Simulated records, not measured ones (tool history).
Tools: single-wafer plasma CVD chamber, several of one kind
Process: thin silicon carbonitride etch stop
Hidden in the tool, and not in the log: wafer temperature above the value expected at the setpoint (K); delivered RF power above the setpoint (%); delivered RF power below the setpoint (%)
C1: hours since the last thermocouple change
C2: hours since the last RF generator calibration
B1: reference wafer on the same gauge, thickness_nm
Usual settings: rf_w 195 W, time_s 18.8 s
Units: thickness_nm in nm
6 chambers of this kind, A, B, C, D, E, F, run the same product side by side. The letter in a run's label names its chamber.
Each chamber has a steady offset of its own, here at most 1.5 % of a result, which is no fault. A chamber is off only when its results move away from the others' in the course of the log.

{"hour": 9.2, "done": "chamber F: thermocouple changed; heater temperature recalibrated"}
{"run": "1E", "hour": 9.8, "rf_w": 195, "time_s": 18.8, "C1": 1982.0, "C2": 1462.3, "B1": 11.597, "thickness_nm": 10.609}
{"run": "2F", "hour": 21.3, "rf_w": 195, "time_s": 18.8, "C1": 12.2, "C2": 741.2, "B1": 11.597, "thickness_nm": 10.606}
{"run": "3C", "hour": 32.3, "rf_w": 195, "time_s": 18.8, "C1": 296.0, "C2": 340.8, "B1": 11.593, "thickness_nm": 10.572}
{"run": "4B", "hour": 39.0, "rf_w": 195, "time_s": 18.8, "C1": 436.5, "C2": 1388.5, "B1": 11.592, "thickness_nm": 10.575}
{"hour": 49.4, "done": "chamber F: RF generator calibrated"}
{"run": "5A", "hour": 49.5, "rf_w": 195, "time_s": 17.6, "C1": 863.6, "C2": 2083.6, "B1": 11.59, "thickness_nm": 9.9201}
{"run": "6D", "hour": 58.3, "rf_w": 195, "time_s": 17.6, "C1": 882.9, "C2": 1485.2, "B1": 11.593, "thickness_nm": 10.025}
{"run": "7C", "hour": 66.7, "rf_w": 195, "time_s": 17.6, "C1": 330.4, "C2": 375.2, "B1": 11.586, "thickness_nm": 9.876}
{"hour": 75.0, "done": "chamber B: RF generator calibrated"}
{"run": "8D", "hour": 78.0, "rf_w": 195, "time_s": 17.6, "C1": 902.6, "C2": 1504.9, "B1": 11.583, "thickness_nm": 10.042}
{"run": "9F", "hour": 88.3, "rf_w": 195, "time_s": 17.6, "C1": 79.2, "C2": 38.9, "B1": 11.585, "thickness_nm": 9.8921}
{"run": "10E", "hour": 98.4, "rf_w": 195, "time_s": 17.6, "C1": 2070.6, "C2": 1550.9, "B1": 11.579, "thickness_nm": 9.914}
{"run": "11B", "hour": 107.8, "rf_w": 195, "time_s": 18.8, "C1": 505.3, "C2": 32.9, "B1": 11.582, "thickness_nm": 10.559}
{"run": "12A", "hour": 114.4, "rf_w": 195, "time_s": 18.8, "C1": 928.5, "C2": 2148.5, "B1": 11.578, "thickness_nm": 10.609}
{"run": "13E", "hour": 123.9, "rf_w": 195, "time_s": 18.8, "C1": 2096.1, "C2": 1576.4, "B1": 11.579, "thickness_nm": 10.594}
{"run": "14D", "hour": 135.0, "rf_w": 195, "time_s": 18.8, "C1": 959.6, "C2": 1561.9, "B1": 11.573, "thickness_nm": 10.713}
{"run": "15A", "hour": 145.7, "rf_w": 195, "time_s": 18.8, "C1": 959.8, "C2": 2179.8, "B1": 11.577, "thickness_nm": 10.595}
{"run": "16C", "hour": 156.6, "rf_w": 195, "time_s": 18.8, "C1": 420.3, "C2": 465.1, "B1": 11.57, "thickness_nm": 10.526}
{"run": "17B", "hour": 164.2, "rf_w": 195, "time_s": 18.8, "C1": 561.7, "C2": 89.3, "B1": 11.567, "thickness_nm": 10.566}
{"run": "18F", "hour": 171.6, "rf_w": 195, "time_s": 18.8, "C1": 162.5, "C2": 122.2, "B1": 11.569, "thickness_nm": 10.557}
{"run": "19A", "hour": 184.2, "rf_w": 195, "time_s": 18.8, "C1": 998.3, "C2": 2218.3, "B1": 11.565, "thickness_nm": 10.594}
{"run": "20F", "hour": 191.3, "rf_w": 195, "time_s": 18.8, "C1": 182.2, "C2": 141.9, "B1": 11.563, "thickness_nm": 10.556}
{"run": "21C", "hour": 203.1, "rf_w": 195, "time_s": 18.8, "C1": 466.8, "C2": 511.6, "B1": 11.563, "thickness_nm": 10.514}
{"run": "22B", "hour": 212.3, "rf_w": 195, "time_s": 18.8, "C1": 609.8, "C2": 137.4, "B1": 11.561, "thickness_nm": 10.548}
{"run": "23E", "hour": 218.9, "rf_w": 195, "time_s": 22.5, "C1": 2191.1, "C2": 1671.4, "B1": 11.557, "thickness_nm": 12.652}
{"run": "24D", "hour": 228.8, "rf_w": 195, "time_s": 22.5, "C1": 1053.4, "C2": 1655.7, "B1": 11.559, "thickness_nm": 12.828}
{"run": "25E", "hour": 236.1, "rf_w": 195, "time_s": 22.5, "C1": 2208.3, "C2": 1688.6, "B1": 11.556, "thickness_nm": 12.664}
{"run": "26F", "hour": 246.0, "rf_w": 195, "time_s": 22.5, "C1": 236.9, "C2": 196.6, "B1": 11.559, "thickness_nm": 12.609}
{"run": "27B", "hour": 256.1, "rf_w": 195, "time_s": 22.5, "C1": 653.6, "C2": 181.2, "B1": 11.554, "thickness_nm": 12.605}
{"run": "28A", "hour": 262.4, "rf_w": 195, "time_s": 22.5, "C1": 1076.5, "C2": 2296.5, "B1": 11.548, "thickness_nm": 12.628}
{"run": "29C", "hour": 268.5, "rf_w": 195, "time_s": 18.8, "C1": 532.2, "C2": 577.0, "B1": 11.55, "thickness_nm": 10.54}
{"run": "30D", "hour": 278.9, "rf_w": 195, "time_s": 18.8, "C1": 1103.5, "C2": 1705.8, "B1": 11.551, "thickness_nm": 10.688}
{"run": "31E", "hour": 290.7, "rf_w": 195, "time_s": 18.8, "C1": 2262.9, "C2": 1743.2, "B1": 11.542, "thickness_nm": 10.556}
{"run": "32A", "hour": 297.0, "rf_w": 160, "time_s": 21.4, "C1": 1111.1, "C2": 2331.1, "B1": 11.546, "thickness_nm": 11.359}
{"run": "33B", "hour": 307.6, "rf_w": 160, "time_s": 21.4, "C1": 705.1, "C2": 232.7, "B1": 11.542, "thickness_nm": 11.309}
{"run": "34D", "hour": 318.5, "rf_w": 160, "time_s": 21.4, "C1": 1143.1, "C2": 1745.4, "B1": 11.542, "thickness_nm": 11.446}
{"run": "35F", "hour": 328.5, "rf_w": 160, "time_s": 21.4, "C1": 319.4, "C2": 279.1, "B1": 11.538, "thickness_nm": 11.287}
{"run": "36C", "hour": 337.3, "rf_w": 160, "time_s": 21.4, "C1": 601.0, "C2": 645.8, "B1": 11.536, "thickness_nm": 11.265}
{"run": "37C", "hour": 344.2, "rf_w": 160, "time_s": 21.4, "C1": 607.9, "C2": 652.7, "B1": 11.536, "thickness_nm": 11.268}
{"run": "38B", "hour": 350.3, "rf_w": 195, "time_s": 18.8, "C1": 747.8, "C2": 275.4, "B1": 11.536, "thickness_nm": 10.524}

All 6 chambers run these settings next. Forecast each chamber's results:
{"run": "39A", "hour": 359.3, "rf_w": 195, "time_s": 18.8, "thickness_nm": "?"}
{"run": "39B", "hour": 359.3, "rf_w": 195, "time_s": 18.8, "thickness_nm": "?"}
{"run": "39C", "hour": 359.3, "rf_w": 195, "time_s": 18.8, "thickness_nm": "?"}
{"run": "39D", "hour": 359.3, "rf_w": 195, "time_s": 18.8, "thickness_nm": "?"}
{"run": "39E", "hour": 359.3, "rf_w": 195, "time_s": 18.8, "thickness_nm": "?"}
{"run": "39F", "hour": 359.3, "rf_w": 195, "time_s": 18.8, "thickness_nm": "?"}

run=39A thickness_nm=10.5690
run=39B thickness_nm=10.5260
run=39C thickness_nm=10.5110
run=39D thickness_nm=10.6500
run=39E thickness_nm=10.5740
run=39F thickness_nm=10.5440
